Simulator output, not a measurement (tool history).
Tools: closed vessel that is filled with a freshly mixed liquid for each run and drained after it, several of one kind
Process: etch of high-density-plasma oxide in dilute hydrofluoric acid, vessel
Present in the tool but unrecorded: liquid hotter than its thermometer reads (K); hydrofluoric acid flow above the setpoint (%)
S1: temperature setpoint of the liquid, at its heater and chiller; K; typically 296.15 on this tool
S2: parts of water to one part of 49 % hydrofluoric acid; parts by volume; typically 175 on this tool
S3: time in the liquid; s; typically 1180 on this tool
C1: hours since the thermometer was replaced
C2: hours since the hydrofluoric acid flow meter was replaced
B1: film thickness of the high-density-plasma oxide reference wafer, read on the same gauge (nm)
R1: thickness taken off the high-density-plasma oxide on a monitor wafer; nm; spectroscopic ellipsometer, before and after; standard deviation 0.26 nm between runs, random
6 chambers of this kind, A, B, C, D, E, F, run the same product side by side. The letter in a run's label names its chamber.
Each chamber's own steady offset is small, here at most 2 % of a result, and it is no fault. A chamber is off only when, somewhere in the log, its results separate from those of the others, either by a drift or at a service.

run     day      S1   S2    S3      C1      C2      B1      R1
 1D   0.375  296.15  175  1180   288.7   608.9  140.00  32.571
 2B   0.712  296.15  175  1180   737.1  1140.7  139.94  32.122
 3A   1.038  296.15  175  1180   306.4   787.8  139.97  32.471
 4F   1.250  296.15  175  1180   623.6   860.7  140.00  32.585
 5C   1.567  296.15  175  1180  1417.9   587.9  139.95  32.488
 6E   1.796  296.15  175  1180   790.9   159.4  139.99  32.370
      1.938  -- chamber C: hydrofluoric acid flow meter replaced
 7D   2.133  296.15  175  1180   330.9   651.1  140.01  32.401
 8B   2.425  296.15  175  1180   778.2  1181.8  140.00  32.146
 9E   2.662  296.15  175  1180   811.7   180.2  139.97  32.324
10C   3.004  296.15  175  1180  1452.4    25.6  140.05  32.576
11F   3.279  296.15  175  1180   672.3   909.4  140.02  32.025
12A   3.571  296.15  175  1180   367.2   848.6  140.00  33.066
13A   3.762  296.15  175  1180   371.8   853.2  139.97  32.454
14F   3.975  296.15  250   605   689.0   926.1  139.96  10.586
15C   4.154  296.15  250   605  1480.0    53.2  139.99  10.817
16B   4.454  296.15  250   605   826.9  1230.5  140.02  10.810
17D   4.812  296.15  250   605   395.2   715.4  139.98  10.690
18E   5.138  296.15  250   605   871.1   239.6  139.96  10.772
19B   5.504  296.15  250   605   852.1  1255.7  139.97  10.524
20C   5.821  296.15  175  1180  1520.0    93.2  140.01  32.568
21A   6.125  296.15  175  1180   428.5   909.9  140.00  33.082
22D   6.425  296.15  175  1180   433.9   754.1  139.98  32.822
23F   6.775  296.15  175  1180   756.2   993.3  140.00  32.051
24E   7.012  296.15  175  1180   916.1   284.6  140.03  31.887
25F   7.383  292.65  260  1180   770.8  1007.9  140.00  17.304
26E   7.608  292.65  260  1180   930.4   298.9  140.00  17.406
27A   7.929  292.65  260  1180   471.8   953.2  140.01  17.679
28B   8.121  292.65  260  1180   914.9  1318.5  139.99  17.325
29D   8.383  292.65  260  1180   480.9   801.1  139.99  18.165
30C   8.746  292.65  260  1180  1590.2   163.4  140.02  17.524
31D   9.079  296.15  175  1180   497.6   817.8  139.98  33.233
32A   9.333  296.15  175  1180   505.5   986.9  140.00  32.718
33F   9.592  296.15  175  1180   823.8  1060.9  139.97  32.212
34C   9.825  296.15  175  1180  1616.1   189.3  139.97  33.060
35B  10.062  296.15  175  1180   961.5  1365.1  139.98  32.082
36E  10.429  296.15  175  1180   998.1   366.6  140.02  32.374
37A  10.629  296.15  175  1180   536.6  1018.0  140.00  33.027
38F  10.867  296.15  175  1180   854.4  1091.5  140.00  32.290
39C  11.179  296.15  175  1180  1648.6   221.8  140.02  32.473
40E  11.492  296.15  175  1180  1023.6   392.1  139.97  31.943

Decide between three cases: one chamber stands off from its peers, the gauge reading all wafers drifts, or nothing is wrong past each chamber's small offset. Where a chamber is off, say which and what most likely put it there.

It is chamber D that slowly wanders off from its peers.
Most likely cause: liquid hotter than its thermometer reads (K) = 1.44.
The log may not separate it from: hydrofluoric acid flow above the setpoint (%).

Below are 4 candidate recipes for chamber D's next run, each the usual settings with a change, their results shown as question marks. Which of them brings D's results back in line with what the other chambers give on the usual settings?
In line here means within this much of the mean the other chambers give on the usual settings: R1 0.920 nm
41D-1  11.767  296.15  175  1305               ?
41D-2  11.767  296.15  175  1125               ?
41D-3  11.767  296.15  175  1055               ?
41D-4  11.767  296.15  170  1205               ?

On the usual settings, the other chambers give on average: R1 32.415 nm
  run      R1
41D-1  37.359
41D-2  32.206
41D-3  30.202
41D-4  35.729
It is 41D-2 that realigns the chamber with its peers.
